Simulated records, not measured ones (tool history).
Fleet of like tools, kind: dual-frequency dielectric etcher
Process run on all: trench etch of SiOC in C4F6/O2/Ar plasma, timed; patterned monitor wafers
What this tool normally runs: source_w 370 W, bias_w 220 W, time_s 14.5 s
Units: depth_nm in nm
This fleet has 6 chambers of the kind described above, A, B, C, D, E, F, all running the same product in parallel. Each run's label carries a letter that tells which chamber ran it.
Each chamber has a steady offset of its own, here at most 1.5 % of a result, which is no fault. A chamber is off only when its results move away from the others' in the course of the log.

run	hour	source_w	bias_w	time_s	hours since the last wet clean	hours since the last source power generator calibration	hours since the last bias power generator calibration	read-back reference wafer on the same gauge, depth_nm	depth_nm
1F	8.9	370	220	14.5	405.3	1530.7	2439.1	27.511	30.804
2C	17.6	370	220	14.5	214.3	1297.6	1567.6	27.516	30.887
3A	26.7	370	220	14.5	481.5	638.3	3393.4	27.51	31.225
4E	34.3	370	220	14.5	165.3	1641.1	3731.1	27.515	31.236
# hour 42.8: chamber A: wet clean of the chamber
5D	43.6	370	220	14.5	431.9	68.7	2658.1	27.524	31.149
6B	52.7	300	220	14.5	315.8	2317.7	1281.1	27.538	28.781
7E	62.2	300	220	14.5	193.2	1669	3759	27.532	28.898
8B	67.6	300	220	14.5	330.7	2332.6	1296	27.542	28.758
9A	74.6	300	220	14.5	31.9	686.2	3441.3	27.537	28.899
10D	79.4	300	220	14.5	467.7	104.5	2693.9	27.55	28.653
11F	83.9	300	220	14.5	480.3	1605.7	2514.1	27.548	28.466
# hour 85.6: chamber B: wet clean of the chamber
12C	89.2	320	220	14.5	285.9	1369.2	1639.2	27.548	29.326
# hour 96.8: chamber D: wet clean of the chamber
13A	97.4	320	220	14.5	54.7	709	3464.1	27.563	29.592
14B	102.9	320	220	14.5	17.3	2367.9	1331.3	27.562	29.481
15C	111.6	320	220	14.5	308.3	1391.6	1661.6	27.57	29.299
16F	116.5	320	220	14.5	512.9	1638.3	2546.7	27.556	29.212
17E	122.4	320	220	14.5	253.4	1729.2	3819.2	27.574	29.622
18D	130.1	370	220	14.5	33.4	155.2	2744.6	27.576	31.109
19B	135.2	370	220	14.5	49.6	2400.2	1363.6	27.58	31.335
20A	144.5	370	220	14.5	101.8	756.1	3511.2	27.586	31.249
21E	151.3	370	220	14.5	282.3	1758.1	3848.1	27.586	31.226
22C	156	370	220	14.5	352.7	1436	1706	27.593	30.996
# hour 160.8: chamber F: source power generator calibrated
# hour 160.9: chamber E: source power generator calibrated
23F	163.8	370	220	14.5	560.2	3.1	2594	27.599	30.936
24D	168.6	370	220	14.5	71.9	193.7	2783.1	27.601	31.141
25F	174.8	370	220	14.5	571.2	14.1	2605	27.607	30.938
26E	179.7	370	220	14.5	310.7	18.9	3876.5	27.597	31.365
# hour 181.9: chamber F: wet clean of the chamber
27B	185.4	370	220	14.5	99.8	2450.4	1413.8	27.619	31.266
28C	190.1	370	220	14.5	386.8	1470.1	1740.1	27.629	31.043
29D	199.6	370	220	14.5	102.9	224.7	2814.1	27.613	31.232
30A	207.8	370	220	14.5	165.1	819.4	3574.5	27.618	31.425
# hour 214.5: chamber E: bias power generator calibrated
31C	215.7	370	220	14.5	412.4	1495.7	1765.7	27.624	30.981
32B	224.1	370	220	14.5	138.5	2489.1	1452.5	27.63	31.191
33D	229.4	370	220	14.5	132.7	254.5	2843.9	27.631	31.228
34E	237.7	420	253	14.5	368.7	76.9	23.2	27.648	34.521
35F	246.5	420	253	14.5	64.7	85.8	2676.7	27.631	34.034
# hour 252.5: chamber C: wet clean of the chamber
36A	253.2	420	253	14.5	210.5	864.8	3619.9	27.638	34.442
37B	262.8	420	253	14.5	177.2	2527.8	1491.2	27.644	34.47
38C	268.4	420	253	14.5	15.9	1548.4	1818.4	27.655	34.118

Predict what each chamber gives when all 6 of them run the settings below next.
39A	275.3	370	269	14.5					?
39B	275.3	370	269	14.5					?
39C	275.3	370	269	14.5					?
39D	275.3	370	269	14.5					?
39E	275.3	370	269	14.5					?
39F	275.3	370	269	14.5					?

run	depth_nm
39A	33.577
39B	33.529
39C	33.237
39D	33.441
39E	33.503
39F	33.036
